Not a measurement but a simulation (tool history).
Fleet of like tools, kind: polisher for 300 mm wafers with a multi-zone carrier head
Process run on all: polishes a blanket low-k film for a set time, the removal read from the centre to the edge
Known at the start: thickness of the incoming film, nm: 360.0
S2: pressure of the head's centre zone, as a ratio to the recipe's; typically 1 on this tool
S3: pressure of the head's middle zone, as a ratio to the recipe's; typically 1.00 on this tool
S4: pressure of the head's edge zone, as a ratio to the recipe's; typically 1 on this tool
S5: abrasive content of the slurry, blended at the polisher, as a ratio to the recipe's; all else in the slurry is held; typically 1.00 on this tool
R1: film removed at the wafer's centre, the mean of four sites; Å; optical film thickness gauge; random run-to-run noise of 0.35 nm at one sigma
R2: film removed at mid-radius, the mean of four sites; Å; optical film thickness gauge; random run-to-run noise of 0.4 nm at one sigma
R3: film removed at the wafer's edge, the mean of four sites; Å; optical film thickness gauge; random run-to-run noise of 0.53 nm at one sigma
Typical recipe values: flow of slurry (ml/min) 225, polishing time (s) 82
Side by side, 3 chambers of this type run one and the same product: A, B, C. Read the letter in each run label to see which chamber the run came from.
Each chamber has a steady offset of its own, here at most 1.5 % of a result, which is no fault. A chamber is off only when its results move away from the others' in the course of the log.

At hour 2.0: chamber C: slurry nozzle cleaned.
Run 1C, hour 7.1: usual settings. Result: R1 365.83 Å, R2 365.29 Å, R3 367.88 Å.
Run 2A, hour 14.3: usual settings. Result: R1 361.65 Å, R2 370.99 Å, R3 365.55 Å.
Run 3B, hour 21.3: usual settings. Result: R1 358.66 Å, R2 358.70 Å, R3 379.12 Å.
Run 4A, hour 28.1: usual settings. Result: R1 363.37 Å, R2 371.43 Å, R3 384.31 Å.
Run 5C, hour 34.9: usual settings. Result: R1 366.01 Å, R2 367.23 Å, R3 353.62 Å.
Run 6B, hour 39.3: usual settings. Result: R1 363.37 Å, R2 373.58 Å, R3 371.89 Å.
At hour 43.7: chamber B: worn pad replaced by a new one.
Run 7A, hour 44.4: usual settings. Result: R1 365.29 Å, R2 366.09 Å, R3 376.45 Å.
Run 8B, hour 51.2: usual settings. Result: R1 359.29 Å, R2 363.17 Å, R3 367.44 Å.
Run 9C, hour 55.9: usual settings but S3 1.12. Result: R1 366.99 Å, R2 399.78 Å, R3 358.67 Å.
Run 10C, hour 60.3: usual settings but S3 1.12. Result: R1 358.37 Å, R2 413.44 Å, R3 366.68 Å.
Run 11B, hour 66.1: usual settings but S3 1.12. Result: R1 362.11 Å, R2 406.67 Å, R3 370.89 Å.
Run 12A, hour 73.7: usual settings. Result: R1 365.57 Å, R2 363.20 Å, R3 366.72 Å.
Run 13B, hour 78.4: usual settings. Result: R1 365.87 Å, R2 366.06 Å, R3 366.50 Å.
Run 14A, hour 82.1: usual settings. Result: R1 357.89 Å, R2 367.81 Å, R3 372.90 Å.
At hour 86.3: chamber C: centre zone pressure recalibrated.
Run 15C, hour 86.8: usual settings but flow of slurry (ml/min) 305. Result: R1 378.76 Å, R2 384.32 Å, R3 364.94 Å.
Run 16B, hour 91.6: usual settings but flow of slurry (ml/min) 305. Result: R1 373.14 Å, R2 377.65 Å, R3 379.23 Å.
Run 17C, hour 95.0: usual settings but flow of slurry (ml/min) 305. Result: R1 386.27 Å, R2 377.26 Å, R3 371.25 Å.
At hour 95.4: chamber C: edge zone pressure recalibrated.
Run 18A, hour 100.5: usual settings. Result: R1 359.89 Å, R2 365.01 Å, R3 359.79 Å.
Run 19A, hour 104.1: usual settings. Result: R1 363.33 Å, R2 373.94 Å, R3 379.92 Å.
Run 20B, hour 107.9: usual settings. Result: R1 366.83 Å, R2 364.00 Å, R3 377.13 Å.
Run 21C, hour 114.8: usual settings but S3 1.07, S5 0.85. Result: R1 340.31 Å, R2 362.76 Å, R3 336.83 Å.
Run 22C, hour 121.1: usual settings but S3 1.07, S5 0.85. Result: R1 346.01 Å, R2 356.95 Å, R3 340.13 Å.
Run 23A, hour 127.1: usual settings but S3 1.07, S5 0.85. Result: R1 335.82 Å, R2 360.17 Å, R3 343.01 Å.

Read the log: is a single chamber off, either drifting away or since a service, is the gauge that measures every chamber drifting, or is nothing wrong beyond small per-chamber offsets? Name any odd chamber and what most likely caused it.

No chamber is off and the gauge is stable; the differences are just each chamber's small, constant offset.
